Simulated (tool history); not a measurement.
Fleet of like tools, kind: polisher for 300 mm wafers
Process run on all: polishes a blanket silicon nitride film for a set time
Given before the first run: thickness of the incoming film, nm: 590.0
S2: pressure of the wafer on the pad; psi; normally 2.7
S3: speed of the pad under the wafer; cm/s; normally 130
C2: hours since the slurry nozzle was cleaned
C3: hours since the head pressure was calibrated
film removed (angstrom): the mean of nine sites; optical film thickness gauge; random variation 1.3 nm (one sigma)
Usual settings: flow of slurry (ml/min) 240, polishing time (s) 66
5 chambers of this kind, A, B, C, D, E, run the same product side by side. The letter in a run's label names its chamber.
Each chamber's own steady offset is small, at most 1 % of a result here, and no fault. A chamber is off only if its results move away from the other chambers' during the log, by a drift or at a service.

At hour 0.3: chamber E: worn pad replaced by a new one.
At hour 5.7: chamber B: worn pad replaced by a new one.
Run 1C, hour 6.8: usual settings; wafers polished on this pad 299; C2 465.6; C3 858.4. Result: film removed (angstrom) 1219.8.
Run 2A, hour 16.2: usual settings; wafers polished on this pad 509; C2 263.7; C3 226.2. Result: film removed (angstrom) 1221.4.
Run 3B, hour 25.5: usual settings; wafers polished on this pad 242; C2 327.9; C3 264.9. Result: film removed (angstrom) 1217.4.
Run 4D, hour 35.5: usual settings; wafers polished on this pad 553; C2 246.3; C3 1613.6. Result: film removed (angstrom) 1223.1.
At hour 37.9: chamber D: head pressure recalibrated.
At hour 39.6: chamber A: worn pad replaced by a new one.
Run 5E, hour 47: usual settings; wafers polished on this pad 571; C2 87.1; C3 179.2. Result: film removed (angstrom) 1204.
Run 6D, hour 55.1: usual settings; wafers polished on this pad 793; C2 265.9; C3 17.2. Result: film removed (angstrom) 1221.
At hour 61.7: chamber C: worn pad replaced by a new one.
Run 7C, hour 61.8: usual settings but polishing time (s) 84; wafers polished on this pad 1; C2 520.6; C3 913.4. Result: film removed (angstrom) 1551.9.
At hour 67.9: chamber E: worn pad replaced by a new one.
Run 8B, hour 71.2: usual settings but polishing time (s) 84; wafers polished on this pad 801; C2 373.6; C3 310.6. Result: film removed (angstrom) 1555.5.
At hour 71.5: chamber C: slurry nozzle cleaned.
Run 9A, hour 82.8: usual settings but polishing time (s) 84; wafers polished on this pad 529; C2 330.3; C3 292.8. Result: film removed (angstrom) 1559.3.
Run 10E, hour 91.4: usual settings but polishing time (s) 84; wafers polished on this pad 288; C2 131.5; C3 223.6. Result: film removed (angstrom) 1555.4.
At hour 92.3: chamber B: worn pad replaced by a new one.
Run 11A, hour 97.6: usual settings but polishing time (s) 84; wafers polished on this pad 710; C2 345.1; C3 307.6. Result: film removed (angstrom) 1547.
Run 12C, hour 104.3: usual settings but S2 3.3 psi, S3 154 cm/s; wafers polished on this pad 521; C2 32.9; C3 955.9. Result: film removed (angstrom) 1724.4.
At hour 109.5: chamber D: worn pad replaced by a new one.
At hour 109.8: chamber A: worn pad replaced by a new one.
Run 13B, hour 116.8: usual settings but S2 3.3 psi, S3 154 cm/s; wafers polished on this pad 300; C2 419.2; C3 356.2. Result: film removed (angstrom) 1700.8.
Run 14E, hour 124.8: usual settings but S2 3.3 psi, S3 154 cm/s; wafers polished on this pad 696; C2 164.9; C3 257. Result: film removed (angstrom) 1750.1.
Run 15D, hour 132.7: usual settings but S2 3.3 psi, S3 154 cm/s; wafers polished on this pad 284; C2 343.5; C3 94.8. Result: film removed (angstrom) 1696.2.
At hour 139: chamber C: worn pad replaced by a new one.
At hour 139.8: chamber E: worn pad replaced by a new one.
Run 16D, hour 145.4: usual settings but S2 3.3 psi, S3 154 cm/s; wafers polished on this pad 439; C2 356.2; C3 107.5. Result: film removed (angstrom) 1709.7.
Run 17E, hour 155.3: usual settings; wafers polished on this pad 189; C2 195.4; C3 287.5. Result: film removed (angstrom) 1213.7.
Run 18C, hour 162.3: usual settings; wafers polished on this pad 285; C2 90.9; C3 1013.9. Result: film removed (angstrom) 1227.6.
Run 19A, hour 169.5: usual settings; wafers polished on this pad 730; C2 417; C3 379.5. Result: film removed (angstrom) 1214.
At hour 169.9: chamber B: worn pad replaced by a new one.
At hour 178.8: chamber A: worn pad replaced by a new one.
At hour 180.2: chamber A: slurry nozzle cleaned.
Run 20B, hour 181.9: usual settings but flow of slurry (ml/min) 310, polishing time (s) 88; wafers polished on this pad 146; C2 484.3; C3 421.3. Result: film removed (angstrom) 1700.2.
At hour 184.4: chamber C: head pressure recalibrated.
Run 21A, hour 193.4: usual settings but flow of slurry (ml/min) 310, polishing time (s) 88; wafers polished on this pad 178; C2 13.3; C3 403.4. Result: film removed (angstrom) 1674.4.
At hour 201.7: chamber C: worn pad replaced by a new one.
Run 22D, hour 202.1: usual settings but flow of slurry (ml/min) 310, polishing time (s) 88; wafers polished on this pad 1133; C2 412.9; C3 164.2. Result: film removed (angstrom) 1679.7.
Run 23B, hour 210.7: usual settings but flow of slurry (ml/min) 310, polishing time (s) 88; wafers polished on this pad 499; C2 513.1; C3 450.1. Result: film removed (angstrom) 1649.1.
At hour 219: chamber E: worn pad replaced by a new one.
Run 24E, hour 220.4: usual settings but flow of slurry (ml/min) 310, polishing time (s) 88; wafers polished on this pad 18; C2 260.5; C3 352.6. Result: film removed (angstrom) 1654.
At hour 221.8: chamber D: worn pad replaced by a new one.
Run 25C, hour 232.9: usual settings; wafers polished on this pad 381; C2 161.5; C3 48.5. Result: film removed (angstrom) 1319.2.
Run 26A, hour 244.2: usual settings; wafers polished on this pad 800; C2 64.1; C3 454.2. Result: film removed (angstrom) 1220.5.
Run 27E, hour 251.2: usual settings; wafers polished on this pad 394; C2 291.3; C3 383.4. Result: film removed (angstrom) 1198.9.
At hour 257.3: chamber D: slurry nozzle cleaned.
At hour 260: chamber A: worn pad replaced by a new one.
At hour 263: chamber B: slurry nozzle cleaned.
Run 28B, hour 263: usual settings; wafers polished on this pad 1138; C2 0.1; C3 502.4. Result: film removed (angstrom) 1253.4.
At hour 269.8: chamber B: worn pad replaced by a new one.
Run 29D, hour 271.3: usual settings; wafers polished on this pad 606; C2 14; C3 233.4. Result: film removed (angstrom) 1213.3.
At hour 275.3: chamber C: worn pad replaced by a new one.
Run 30C, hour 278.2: usual settings; wafers polished on this pad 35; C2 206.8; C3 93.8. Result: film removed (angstrom) 1329.9.
At hour 281.1: chamber E: worn pad replaced by a new one.
Run 31B, hour 289.6: usual settings; wafers polished on this pad 242; C2 26.7; C3 529. Result: film removed (angstrom) 1217.7.
Run 32A, hour 302.1: usual settings but flow of slurry (ml/min) 190, S3 172 cm/s; wafers polished on this pad 515; C2 122; C3 512.1. Result: film removed (angstrom) 1473.3.
Run 33C, hour 308.9: usual settings but flow of slurry (ml/min) 190, S3 172 cm/s; wafers polished on this pad 411; C2 237.5; C3 124.5. Result: film removed (angstrom) 1636.1.
Run 34D, hour 320: usual settings but flow of slurry (ml/min) 190, S3 172 cm/s; wafers polished on this pad 1201; C2 62.7; C3 282.1. Result: film removed (angstrom) 1482.8.
At hour 325.4: chamber D: worn pad replaced by a new one.
Run 35E, hour 332.2: usual settings but flow of slurry (ml/min) 190, S3 172 cm/s; wafers polished on this pad 625; C2 372.3; C3 464.4. Result: film removed (angstrom) 1483.7.
Run 36E, hour 341.3: usual settings but flow of slurry (ml/min) 190, S3 172 cm/s; wafers polished on this pad 736; C2 381.4; C3 473.5. Result: film removed (angstrom) 1480.
Run 37B, hour 349.9: usual settings; wafers polished on this pad 980; C2 87; C3 589.3. Result: film removed (angstrom) 1246.3.
Run 38D, hour 359.9: usual settings; wafers polished on this pad 422; C2 102.6; C3 322. Result: film removed (angstrom) 1210.5.

The same settings go to every chamber for the next run, one line per chamber below. Forecast the results for each:
Run 39A, hour 369: usual settings. Result: film removed (angstrom) ?.
Run 39B, hour 369: usual settings. Result: film removed (angstrom) ?.
Run 39C, hour 369: usual settings. Result: film removed (angstrom) ?.
Run 39D, hour 369: usual settings. Result: film removed (angstrom) ?.
Run 39E, hour 369: usual settings. Result: film removed (angstrom) ?.

run  film removed (angstrom)
39A                   1193.9
39B                   1222.9
39C                   1336.4
39D                   1236.2
39E                   1196.5
